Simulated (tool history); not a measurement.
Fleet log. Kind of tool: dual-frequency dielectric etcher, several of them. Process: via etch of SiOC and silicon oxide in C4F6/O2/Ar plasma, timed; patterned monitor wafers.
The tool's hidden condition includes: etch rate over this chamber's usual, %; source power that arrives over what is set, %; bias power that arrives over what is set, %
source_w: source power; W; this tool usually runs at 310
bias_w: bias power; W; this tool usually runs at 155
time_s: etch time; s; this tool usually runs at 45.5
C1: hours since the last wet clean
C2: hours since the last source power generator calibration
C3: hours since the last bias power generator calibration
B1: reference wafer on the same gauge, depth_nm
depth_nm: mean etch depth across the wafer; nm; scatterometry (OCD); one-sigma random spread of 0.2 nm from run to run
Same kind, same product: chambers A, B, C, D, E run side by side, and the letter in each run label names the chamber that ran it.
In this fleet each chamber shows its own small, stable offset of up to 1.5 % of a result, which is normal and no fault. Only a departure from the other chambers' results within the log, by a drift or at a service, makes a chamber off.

run 1D hour=12.9 | source_w=310 bias_w=155 time_s=45.5 | C1=47.3 C2=1371.5 C3=1395.1 | B1=37.670 | depth_nm=45.230
run 2A hour=23.9 | source_w=310 bias_w=155 time_s=45.5 | C1=231.7 C2=197.8 C3=2221.6 | B1=37.731 | depth_nm=44.691
run 3E hour=31.6 | source_w=310 bias_w=155 time_s=45.5 | C1=430.3 C2=198.8 C3=877.2 | B1=37.669 | depth_nm=45.004
run 4C hour=39.2 | source_w=310 bias_w=155 time_s=45.5 | C1=189.0 C2=745.4 C3=1170.2 | B1=37.690 | depth_nm=45.256
run 5B hour=47.1 | source_w=310 bias_w=155 time_s=45.5 | C1=396.2 C2=1530.5 C3=1462.3 | B1=37.708 | depth_nm=44.388
run 6C hour=58.6 | source_w=370 bias_w=155 time_s=58.0 | C1=208.4 C2=764.8 C3=1189.6 | B1=37.680 | depth_nm=61.013
run 7E hour=71.5 | source_w=370 bias_w=155 time_s=58.0 | C1=470.2 C2=238.7 C3=917.1 | B1=37.714 | depth_nm=61.382
-- hour=76.7 chamber A: bias power generator calibrated
run 8D hour=81.1 | source_w=370 bias_w=155 time_s=58.0 | C1=115.5 C2=1439.7 C3=1463.3 | B1=37.709 | depth_nm=61.312
run 9B hour=87.4 | source_w=370 bias_w=155 time_s=58.0 | C1=436.5 C2=1570.8 C3=1502.6 | B1=37.651 | depth_nm=60.224
run 10A hour=93.4 | source_w=370 bias_w=155 time_s=58.0 | C1=301.2 C2=267.3 C3=16.8 | B1=37.714 | depth_nm=61.326
run 11C hour=102.9 | source_w=310 bias_w=155 time_s=45.5 | C1=252.7 C2=809.1 C3=1233.9 | B1=37.698 | depth_nm=44.658
run 12E hour=110.8 | source_w=270 bias_w=155 time_s=45.5 | C1=509.5 C2=278.0 C3=956.4 | B1=37.727 | depth_nm=42.518
run 13D hour=121.0 | source_w=270 bias_w=155 time_s=45.5 | C1=155.4 C2=1479.6 C3=1503.2 | B1=37.691 | depth_nm=42.562
run 14B hour=127.6 | source_w=270 bias_w=155 time_s=45.5 | C1=476.7 C2=1611.0 C3=1542.8 | B1=37.732 | depth_nm=42.254
run 15A hour=140.9 | source_w=270 bias_w=155 time_s=45.5 | C1=348.7 C2=314.8 C3=64.3 | B1=37.727 | depth_nm=42.626
run 16A hour=148.8 | source_w=270 bias_w=155 time_s=45.5 | C1=356.6 C2=322.7 C3=72.2 | B1=37.729 | depth_nm=42.684
run 17C hour=155.6 | source_w=310 bias_w=155 time_s=45.5 | C1=305.4 C2=861.8 C3=1286.6 | B1=37.650 | depth_nm=44.836
run 18E hour=163.1 | source_w=310 bias_w=155 time_s=45.5 | C1=561.8 C2=330.3 C3=1008.7 | B1=37.727 | depth_nm=44.825
run 19B hour=175.5 | source_w=310 bias_w=155 time_s=45.5 | C1=524.6 C2=1658.9 C3=1590.7 | B1=37.702 | depth_nm=44.261
run 20D hour=183.1 | source_w=310 bias_w=155 time_s=45.5 | C1=217.5 C2=1541.7 C3=1565.3 | B1=37.727 | depth_nm=45.159
-- hour=188.7 chamber E: wet clean of the chamber
run 21D hour=194.4 | source_w=310 bias_w=155 time_s=45.5 | C1=228.8 C2=1553.0 C3=1576.6 | B1=37.708 | depth_nm=45.081
run 22B hour=204.5 | source_w=310 bias_w=155 time_s=45.5 | C1=553.6 C2=1687.9 C3=1619.7 | B1=37.706 | depth_nm=44.043
-- hour=205.3 chamber B: wet clean of the chamber
-- hour=206.5 chamber C: wet clean of the chamber
run 23A hour=215.8 | source_w=310 bias_w=190 time_s=45.5 | C1=423.6 C2=389.7 C3=139.2 | B1=37.710 | depth_nm=49.119
run 24C hour=221.8 | source_w=310 bias_w=190 time_s=45.5 | C1=15.4 C2=928.0 C3=1352.8 | B1=37.700 | depth_nm=48.268
run 25E hour=234.8 | source_w=310 bias_w=190 time_s=45.5 | C1=46.1 C2=402.0 C3=1080.4 | B1=37.699 | depth_nm=47.862
run 26C hour=241.3 | source_w=310 bias_w=190 time_s=45.5 | C1=34.9 C2=947.5 C3=1372.3 | B1=37.678 | depth_nm=47.581
run 27D hour=254.3 | source_w=310 bias_w=190 time_s=45.5 | C1=288.7 C2=1612.9 C3=1636.5 | B1=37.687 | depth_nm=48.279
run 28A hour=261.5 | source_w=310 bias_w=155 time_s=45.5 | C1=469.3 C2=435.4 C3=184.9 | B1=37.712 | depth_nm=45.983
run 29E hour=268.0 | source_w=310 bias_w=155 time_s=45.5 | C1=79.3 C2=435.2 C3=1113.6 | B1=37.709 | depth_nm=45.220
run 30B hour=279.7 | source_w=310 bias_w=155 time_s=45.5 | C1=74.5 C2=1763.1 C3=1694.9 | B1=37.684 | depth_nm=44.253
run 31B hour=288.6 | source_w=310 bias_w=155 time_s=45.5 | C1=83.4 C2=1772.0 C3=1703.8 | B1=37.711 | depth_nm=44.380
run 32C hour=301.3 | source_w=310 bias_w=155 time_s=45.5 | C1=94.9 C2=1007.5 C3=1432.3 | B1=37.687 | depth_nm=44.858
run 33D hour=312.9 | source_w=270 bias_w=128 time_s=45.5 | C1=347.3 C2=1671.5 C3=1695.1 | B1=37.676 | depth_nm=40.023
run 34E hour=321.8 | source_w=270 bias_w=128 time_s=45.5 | C1=133.1 C2=489.0 C3=1167.4 | B1=37.695 | depth_nm=39.626

Which is it: a chamber that has drifted or been left off by a service, a gauge drift common to all chambers, or only each chamber's usual small offset? If a chamber is off, name it and its likeliest cause.

Little by little, chamber A moves away from the other chambers.
Likeliest cause: etch rate over this chamber's usual, % = 4.99.

Which of the 4 candidates below, each the usual settings with something changed and its results left as question marks, puts chamber A back in line with what the other chambers give on the usual settings?
Counts as in line when no further than this from what the other chambers average on the usual settings: depth_nm 0.690 nm
run 35A-1 hour=331.4 | source_w=270 bias_w=139 time_s=45.5 | depth_nm=?
run 35A-2 hour=331.4 | source_w=310 bias_w=155 time_s=47.5 | depth_nm=?
run 35A-3 hour=331.4 | source_w=290 bias_w=146 time_s=45.5 | depth_nm=?
run 35A-4 hour=331.4 | source_w=320 bias_w=157 time_s=49.0 | depth_nm=?

Other chambers, usual settings, mean: depth_nm 44.728 nm
run=35A-1 depth_nm=42.896
run=35A-2 depth_nm=48.928
run=35A-3 depth_nm=44.805
run=35A-4 depth_nm=51.315
35A-3 is the one that brings the chamber's results back in line with the other chambers.
